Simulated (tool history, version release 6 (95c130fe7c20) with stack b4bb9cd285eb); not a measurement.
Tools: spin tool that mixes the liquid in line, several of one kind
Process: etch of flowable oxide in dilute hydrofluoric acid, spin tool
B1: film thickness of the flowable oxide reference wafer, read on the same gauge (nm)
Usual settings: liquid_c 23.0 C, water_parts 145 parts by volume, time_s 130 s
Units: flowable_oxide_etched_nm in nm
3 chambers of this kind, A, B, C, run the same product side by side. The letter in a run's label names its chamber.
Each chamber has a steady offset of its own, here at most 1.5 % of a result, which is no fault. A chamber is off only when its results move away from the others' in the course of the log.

run 1B hour=7.2 | liquid_c=23.0 water_parts=145 time_s=130 | B1=80.006 | flowable_oxide_etched_nm=56.400
run 2A hour=13.9 | liquid_c=23.0 water_parts=145 time_s=130 | B1=79.999 | flowable_oxide_etched_nm=56.072
run 3C hour=27.8 | liquid_c=23.0 water_parts=145 time_s=130 | B1=80.035 | flowable_oxide_etched_nm=56.888
run 4A hour=38.0 | liquid_c=23.0 water_parts=145 time_s=130 | B1=80.002 | flowable_oxide_etched_nm=55.855
run 5C hour=47.7 | liquid_c=24.5 water_parts=185 time_s=130 | B1=79.999 | flowable_oxide_etched_nm=44.981
run 6B hour=54.4 | liquid_c=24.5 water_parts=185 time_s=130 | B1=80.008 | flowable_oxide_etched_nm=45.352
run 7B hour=65.0 | liquid_c=24.5 water_parts=185 time_s=130 | B1=80.017 | flowable_oxide_etched_nm=44.799
run 8C hour=73.2 | liquid_c=23.0 water_parts=145 time_s=130 | B1=80.006 | flowable_oxide_etched_nm=56.697
run 9A hour=82.5 | liquid_c=23.0 water_parts=145 time_s=130 | B1=80.005 | flowable_oxide_etched_nm=56.047
run 10A hour=94.6 | liquid_c=23.0 water_parts=145 time_s=130 | B1=79.988 | flowable_oxide_etched_nm=55.520
run 11C hour=104.5 | liquid_c=23.0 water_parts=145 time_s=130 | B1=79.984 | flowable_oxide_etched_nm=56.706
run 12B hour=112.7 | liquid_c=23.0 water_parts=145 time_s=130 | B1=79.981 | flowable_oxide_etched_nm=55.452
run 13C hour=122.8 | liquid_c=23.0 water_parts=145 time_s=130 | B1=80.002 | flowable_oxide_etched_nm=56.982
run 14A hour=133.5 | liquid_c=23.0 water_parts=145 time_s=130 | B1=80.002 | flowable_oxide_etched_nm=55.651
run 15B hour=144.4 | liquid_c=23.0 water_parts=145 time_s=130 | B1=79.986 | flowable_oxide_etched_nm=55.167
run 16A hour=150.6 | liquid_c=23.0 water_parts=145 time_s=130 | B1=79.995 | flowable_oxide_etched_nm=56.832
run 17C hour=163.1 | liquid_c=23.0 water_parts=145 time_s=130 | B1=80.012 | flowable_oxide_etched_nm=56.154
run 18B hour=174.7 | liquid_c=23.0 water_parts=145 time_s=130 | B1=80.023 | flowable_oxide_etched_nm=54.658
run 19C hour=188.2 | liquid_c=23.0 water_parts=205 time_s=130 | B1=80.007 | flowable_oxide_etched_nm=38.197
run 20A hour=199.9 | liquid_c=23.0 water_parts=205 time_s=130 | B1=79.992 | flowable_oxide_etched_nm=37.107
run 21B hour=206.1 | liquid_c=23.0 water_parts=205 time_s=130 | B1=79.982 | flowable_oxide_etched_nm=35.377
run 22A hour=218.1 | liquid_c=21.0 water_parts=145 time_s=130 | B1=79.997 | flowable_oxide_etched_nm=51.508
run 23C hour=226.2 | liquid_c=21.0 water_parts=145 time_s=130 | B1=79.997 | flowable_oxide_etched_nm=52.471
run 24B hour=234.8 | liquid_c=21.0 water_parts=145 time_s=130 | B1=79.993 | flowable_oxide_etched_nm=49.099
run 25B hour=244.2 | liquid_c=23.0 water_parts=145 time_s=130 | B1=79.981 | flowable_oxide_etched_nm=52.681
run 26A hour=253.3 | liquid_c=23.0 water_parts=145 time_s=130 | B1=80.002 | flowable_oxide_etched_nm=56.566
run 27C hour=267.0 | liquid_c=23.0 water_parts=145 time_s=130 | B1=80.009 | flowable_oxide_etched_nm=57.114

Next, every chamber runs the same settings. What will each give?
run 28A hour=277.0 | liquid_c=23.0 water_parts=105 time_s=130 | flowable_oxide_etched_nm=?
run 28B hour=277.0 | liquid_c=23.0 water_parts=105 time_s=130 | flowable_oxide_etched_nm=?
run 28C hour=277.0 | liquid_c=23.0 water_parts=105 time_s=130 | flowable_oxide_etched_nm=?

run=28A flowable_oxide_etched_nm=82.554
run=28B flowable_oxide_etched_nm=74.588
run=28C flowable_oxide_etched_nm=82.875
